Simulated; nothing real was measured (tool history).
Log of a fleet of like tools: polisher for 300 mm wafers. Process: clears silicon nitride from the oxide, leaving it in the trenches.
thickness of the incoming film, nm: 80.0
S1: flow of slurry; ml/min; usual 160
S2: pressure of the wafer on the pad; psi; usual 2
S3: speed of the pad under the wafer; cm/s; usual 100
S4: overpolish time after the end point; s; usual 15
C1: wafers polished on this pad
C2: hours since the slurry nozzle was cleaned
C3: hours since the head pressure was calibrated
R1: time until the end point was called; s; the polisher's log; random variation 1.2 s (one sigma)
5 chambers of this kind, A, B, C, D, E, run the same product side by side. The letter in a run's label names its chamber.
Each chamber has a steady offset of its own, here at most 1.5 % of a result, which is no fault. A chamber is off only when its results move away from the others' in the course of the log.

run,hour,S1,S2,S3,S4,C1,C2,C3,R1
1B,10.4,160,2,100,15,928,178.5,170.8,118.15
# hour 11.5: chamber E: head pressure recalibrated
2A,25,160,2,100,15,922,266.4,767.5,120.72
3C,37,160,2,100,15,850,491.7,1149.5,119.55
# hour 37.6: chamber A: worn pad replaced by a new one
# hour 41.8: chamber D: worn pad replaced by a new one
# hour 44.2: chamber E: worn pad replaced by a new one
4E,46.7,160,2,100,15,24,574.4,35.2,119.09
# hour 49.6: chamber B: worn pad replaced by a new one
# hour 57.1: chamber A: slurry nozzle cleaned
# hour 57.3: chamber E: slurry nozzle cleaned
5D,58.7,160,2,100,15,163,442.3,1265.1,119.88
# hour 66.6: chamber D: slurry nozzle cleaned
6A,67.6,160,2,100,15,288,10.5,810.1,120.05
7E,74.5,160,2,100,15,291,17.2,63,118.95
8B,83.9,120,2,100,15,330,252,244.3,123.7
9D,91.4,120,2,100,15,477,24.8,1297.8,126.54
10C,103,120,2,100,15,1484,557.7,1215.5,128.16
11E,117.5,120,2,100,15,704,60.2,106,125.41
# hour 126.1: chamber D: worn pad replaced by a new one
12B,127.6,120,2,100,15,749,295.7,288,122.14
13A,142.9,135,2,120,15,1011,85.8,885.4,102.03
# hour 147.2: chamber A: worn pad replaced by a new one
14D,152.4,135,2,120,15,252,85.8,1358.8,104.13
# hour 153.3: chamber B: worn pad replaced by a new one
15C,160.4,135,2,120,15,2035,615.1,1272.9,103.62
16C,174.7,135,2,120,15,2172,629.4,1287.2,104.46
# hour 182.5: chamber E: worn pad replaced by a new one
17E,182.9,135,2,120,15,4,125.6,171.4,102.53
# hour 189.1: chamber B: slurry nozzle cleaned
18A,190.7,160,2,100,15,418,133.6,933.2,121.37
# hour 195.9: chamber D: head pressure recalibrated
# hour 198.9: chamber C: head pressure recalibrated
19D,200.9,160,2,100,15,718,134.3,5,120.28
20B,216.3,160,2,100,15,605,27.3,376.7,119
# hour 222.1: chamber D: worn pad replaced by a new one
21A,231.4,160,2,100,15,809,174.3,973.9,119.57
22C,239.4,160,2,100,15,2794,694.1,40.6,126.21
# hour 245.8: chamber A: worn pad replaced by a new one
23D,248.7,160,2,100,15,256,182.1,52.8,118.61
24E,263.4,160,2,100,15,777,206.1,251.9,117.78
# hour 264.3: chamber B: worn pad replaced by a new one
# hour 268.1: chamber B: head pressure recalibrated
25B,275.4,160,2,100,15,107,86.4,7.4,118.64
26B,283.5,160,2,100,15,185,94.5,15.5,118.8
# hour 285.2: chamber A: head pressure recalibrated
27D,294.7,160,2,100,15,697,228.1,98.8,121.22
28E,301.6,160,2,100,15,1144,244.3,290.1,119.3
# hour 306.7: chamber D: worn pad replaced by a new one
29C,312.8,160,2,100,15,3499,767.5,114,129.64
# hour 318.3: chamber E: worn pad replaced by a new one
30A,320.5,160,2,100,15,717,263.4,35.3,119.93
31B,334.1,160,2,100,15,670,145.1,66.1,117.46
# hour 342.3: chamber A: slurry nozzle cleaned
# hour 349.2: chamber A: worn pad replaced by a new one
32A,349.4,160,2,100,15,2,7.2,64.2,120.53
33E,364.8,160,2,100,15,446,307.5,353.3,119.66
34C,375.6,160,2,100,15,4102,830.3,176.8,127.93
35D,385.9,160,2,100,15,761,319.3,190,119.02
36E,394.3,160,2,100,15,730,337,382.8,119.47
# hour 395.8: chamber D: worn pad replaced by a new one
# hour 396.6: chamber B: worn pad replaced by a new one
# hour 397.5: chamber E: head pressure recalibrated
37B,408.4,160,2,100,15,114,219.4,140.4,119.82
38A,420.9,160,2,100,15,688,78.7,135.7,119.26
39C,429.6,160,2,100,15,4620,884.3,230.8,130.3
40D,436.9,190,2,100,15,394,370.3,241,116.45
41B,445.5,190,2,100,15,470,256.5,177.5,116.57
# hour 460.4: chamber A: worn pad replaced by a new one
42E,460.5,190,2,100,15,1365,403.2,63.1,116.86
43A,475,190,2,100,15,140,132.8,189.8,116.28
44C,484,190,2,100,15,5143,938.7,285.2,131.28

Is one chamber off against the others, does the gauge drift, or is nothing wrong? If a chamber is off, say which, and what the likeliest cause is.

Chamber C drifts away from the others.
Cause: removal rate lost through wear of the pad, % = 11.
The log may not tell that from: slurry flow missing at the pad, %.

Here are 4 candidates for chamber C's next run, each the usual settings with a change, their results left as question marks. Which one brings its results back in line with what the others give on the usual settings?
In line means no further than this from the other chambers' mean on the usual settings: R1 4.2 s
45C-1,495.1,160,2,94,15,,,,?
45C-2,495.1,160,2,106,15,,,,?
45C-3,495.1,160,2.1,108,15,,,,?
45C-4,495.1,155,1.8,100,15,,,,?

The other chambers' mean on the usual settings: R1 119.76 s
run,R1
45C-1,142.98
45C-2,126.87
45C-3,118.65
45C-4,150.04
45C-3 brings the chamber back in line.

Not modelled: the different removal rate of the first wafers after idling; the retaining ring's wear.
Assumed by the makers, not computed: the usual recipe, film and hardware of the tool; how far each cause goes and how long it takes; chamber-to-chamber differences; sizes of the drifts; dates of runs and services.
